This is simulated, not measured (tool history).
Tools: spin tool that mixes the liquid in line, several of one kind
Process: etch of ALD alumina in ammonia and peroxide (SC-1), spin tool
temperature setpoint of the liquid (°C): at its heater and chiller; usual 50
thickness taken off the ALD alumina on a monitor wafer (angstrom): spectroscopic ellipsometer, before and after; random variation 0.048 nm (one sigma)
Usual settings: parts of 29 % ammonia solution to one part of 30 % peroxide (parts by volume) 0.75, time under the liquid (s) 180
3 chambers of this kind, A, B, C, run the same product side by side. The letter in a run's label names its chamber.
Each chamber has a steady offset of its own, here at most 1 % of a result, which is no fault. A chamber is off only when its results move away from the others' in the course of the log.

run   hour  temperature setpoint of the liquid (°C)  parts of 29 % ammonia solution to one part of 30 % peroxide (parts by volume)  time under the liquid (s)  read-back film thickness of the ALD alumina reference wafer, read on the same gauge (nm)  thickness taken off the ALD alumina on a monitor wafer (angstrom)
 1B    6.4                                       50                                                                           0.75                        180                                                                                    29.997                                                             77.318
      11.5  -- chamber A: heated supply line repaired
 2C   13.1                                       50                                                                           0.75                        180                                                                                    30.011                                                             78.188
 3A   20.6                                       50                                                                           0.75                        180                                                                                    29.984                                                             77.719
 4C   26.9                                       50                                                                           0.75                        180                                                                                    30.013                                                             78.351
 5A   33.0                                       50                                                                           0.75                        180                                                                                    30.017                                                             77.222
 6B   38.4                                       50                                                                           0.75                        180                                                                                    29.993                                                             76.969
 7A   42.1                                       50                                                                           0.75                        180                                                                                    29.996                                                             76.112
 8C   46.6                                       50                                                                           0.75                        180                                                                                    30.018                                                             77.425
 9B   51.5                                       50                                                                           0.75                        180                                                                                    29.984                                                             75.843
10A   57.3                                       50                                                                           0.75                        180                                                                                    29.995                                                             77.360
      63.0  -- chamber B: new drum of ammonia solution connected
11B   64.9                                       50                                                                           0.75                        180                                                                                    29.976                                                             77.050
12C   71.7                                       50                                                                           0.75                        180                                                                                    30.003                                                             77.777
      77.3  -- chamber A: new drum of ammonia solution connected
13C   77.6                                       50                                                                           0.75                        180                                                                                    30.010                                                             77.630
14A   84.6                                       50                                                                           0.75                        180                                                                                    30.003                                                             77.641
15B   91.8                                       50                                                                           0.75                        180                                                                                    30.006                                                             75.785
16C   97.0                                       50                                                                           0.95                        180                                                                                    29.996                                                             79.776
      98.0  -- chamber C: new drum of ammonia solution connected
17A  103.8                                       50                                                                           0.95                        180                                                                                    30.001                                                             78.437
18B  107.5                                       50                                                                           0.95                        180                                                                                    29.993                                                             77.058
19A  113.1                                       50                                                                           0.75                        180                                                                                    30.016                                                             76.959
20B  118.5                                       50                                                                           0.75                        180                                                                                    29.984                                                             75.481
21C  122.4                                       50                                                                           0.75                        180                                                                                    30.021                                                             77.510
22A  128.1                                       50                                                                           0.75                        180                                                                                    29.994                                                             77.177
23B  135.7                                       50                                                                           0.45                        245                                                                                    30.011                                                             97.672
24C  139.3                                       50                                                                           0.45                        245                                                                                    29.975                                                            101.270
25C  145.9                                       50                                                                           0.45                        245                                                                                    30.014                                                            100.560
26B  149.9                                       50                                                                           0.75                        180                                                                                    29.974                                                             74.185
27A  155.6                                       50                                                                           0.75                        180                                                                                    30.016                                                             77.085
28A  162.3                                       50                                                                           0.75                        180                                                                                    29.991                                                             76.782
29B  167.7                                       50                                                                           0.75                        180                                                                                    29.977                                                             73.907
30C  175.6                                       50                                                                           0.75                        180                                                                                    29.999                                                             77.391
31A  180.0                                       50                                                                           0.75                        180                                                                                    29.998                                                             77.208
32B  186.4                                       50                                                                           0.75                        180                                                                                    29.979                                                             73.884

What goes on in this fleet: one chamber off, a drifting gauge, or nothing beyond the chambers' own small offsets? Name the chamber and the cause, if any.

Chamber B drifts away from the others.
Cause: liquid colder than its thermometer reads (K) = 0.85.
The log may not tell that from: temperature lost on the way to the wafer (K).

Here are 4 candidates for chamber B's next run, each the usual settings with a change, their results left as question marks. Which one brings its results back in line with what the others give on the usual settings?
In line means no further than this from the other chambers' mean on the usual settings: thickness taken off the ALD alumina on a monitor wafer (angstrom) 1.700
33B-1  192.1                                     49.0                                                                           0.75                        170                                                                                                                                                            ?
33B-2  192.1                                     50.5                                                                           0.75                        185                                                                                                                                                            ?
33B-3  192.1                                     50.0                                                                           0.45                        180                                                                                                                                                            ?
33B-4  192.1                                     51.0                                                                           0.75                        190                                                                                                                                                            ?

The other chambers' mean on the usual settings: thickness taken off the ALD alumina on a monitor wafer (angstrom) 77.487
  run  thickness taken off the ALD alumina on a monitor wafer (angstrom)
33B-1                                                             65.780
33B-2                                                             77.788
33B-3                                                             70.093
33B-4                                                             82.118
33B-2 brings the chamber back in line.
